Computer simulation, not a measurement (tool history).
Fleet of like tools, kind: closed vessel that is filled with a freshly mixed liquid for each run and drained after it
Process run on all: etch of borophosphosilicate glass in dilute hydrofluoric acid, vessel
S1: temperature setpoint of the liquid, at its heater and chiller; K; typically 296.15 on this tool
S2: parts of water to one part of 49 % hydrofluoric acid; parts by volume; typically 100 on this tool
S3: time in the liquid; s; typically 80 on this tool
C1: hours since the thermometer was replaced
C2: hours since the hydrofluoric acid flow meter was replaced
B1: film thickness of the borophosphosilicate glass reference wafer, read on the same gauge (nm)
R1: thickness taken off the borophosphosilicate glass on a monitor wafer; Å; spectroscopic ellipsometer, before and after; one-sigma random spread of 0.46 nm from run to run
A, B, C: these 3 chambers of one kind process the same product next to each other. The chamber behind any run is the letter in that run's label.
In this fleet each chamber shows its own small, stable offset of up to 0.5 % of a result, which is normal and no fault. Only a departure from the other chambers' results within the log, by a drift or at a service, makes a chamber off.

run	hour	S1	S2	S3	C1	C2	B1	R1
1C	6.0	296.15	100	80	583.0	1217.5	80.011	586.30
2B	11.9	296.15	100	80	468.8	932.8	79.998	574.40
3A	16.6	296.15	100	80	520.2	27.6	79.980	567.58
4A	22.0	296.15	100	80	525.6	33.0	80.004	569.36
5B	27.5	298.65	100	45	484.4	948.4	79.995	352.46
6C	31.6	298.65	100	45	608.6	1243.1	79.984	356.37
7C	34.9	298.65	100	45	611.9	1246.4	79.989	354.12
8B	37.9	296.15	100	80	494.8	958.8	79.982	563.48
9A	41.2	296.15	100	80	544.8	52.2	80.015	576.53
10A	45.2	296.15	100	80	548.8	56.2	80.002	579.10
11B	49.0	296.15	100	80	505.9	969.9	80.003	573.77
12C	55.1	296.15	100	80	632.1	1266.6	79.999	580.26
13C	58.4	296.15	100	80	635.4	1269.9	79.979	572.69
14B	62.5	296.15	100	80	519.4	983.4	79.997	559.82
15A	66.6	291.65	100	115	570.2	77.6	80.024	684.13
16B	72.0	291.65	100	115	528.9	992.9	80.009	680.63
17A	75.9	291.65	100	115	579.5	86.9	80.025	688.44
18C	79.7	296.15	100	80	656.7	1291.2	79.989	572.36
19A	85.1	296.15	100	80	588.7	96.1	80.019	578.60
20B	89.8	296.15	100	80	546.7	1010.7	80.012	570.53
21C	93.8	296.15	100	80	670.8	1305.3	80.010	576.85
22C	97.5	299.15	80	80	674.5	1309.0	80.002	831.71
23A	100.5	299.15	80	80	604.1	111.5	80.006	822.90
24B	104.9	299.15	80	80	561.8	1025.8	80.017	818.99
25A	107.8	296.15	100	80	611.4	118.8	80.004	584.78
26B	112.7	296.15	100	80	569.6	1033.6	79.998	552.37
27C	118.2	296.15	100	80	695.2	1329.7	79.993	579.65
28C	122.4	296.15	100	80	699.4	1333.9	79.985	572.09
29B	126.7	296.15	100	80	583.6	1047.6	80.000	548.66
30A	131.2	296.15	100	110	634.8	142.2	80.004	790.89
31B	136.6	296.15	100	110	593.5	1057.5	79.987	756.33
32A	141.4	296.15	100	110	645.0	152.4	79.981	787.30
33C	144.3	296.15	100	80	721.3	1355.8	80.005	578.94
34A	149.4	296.15	100	80	653.0	160.4	80.008	582.31
35B	154.8	296.15	100	80	611.7	1075.7	79.992	547.12

Decide between three cases: one chamber stands off from its peers, the gauge reading all wafers drifts, or nothing is wrong past each chamber's small offset. Where a chamber is off, say which and what most likely put it there.

Little by little, chamber B moves away from the other chambers.
What lies behind it: liquid colder than its thermometer reads (K) = 1.23.
Not necessarily distinguishable in this log from: hydrofluoric acid flow below the setpoint (%).

Which of the 4 candidates below, each the usual settings with something changed and its results left as question marks, puts chamber B back in line with what the other chambers give on the usual settings?
Counts as in line when no further than this from what the other chambers average on the usual settings: R1 16.00 Å
36B-1	159.2	298.65	100	80				?
36B-2	159.2	296.15	100	85				?
36B-3	159.2	296.15	105	80				?
36B-4	159.2	293.65	100	80				?

What the other chambers average on the usual settings: R1 575.81 Å
run	R1
36B-1	602.28
36B-2	578.61
36B-3	515.75
36B-4	491.26
36B-2 puts the chamber back in line with the other chambers.

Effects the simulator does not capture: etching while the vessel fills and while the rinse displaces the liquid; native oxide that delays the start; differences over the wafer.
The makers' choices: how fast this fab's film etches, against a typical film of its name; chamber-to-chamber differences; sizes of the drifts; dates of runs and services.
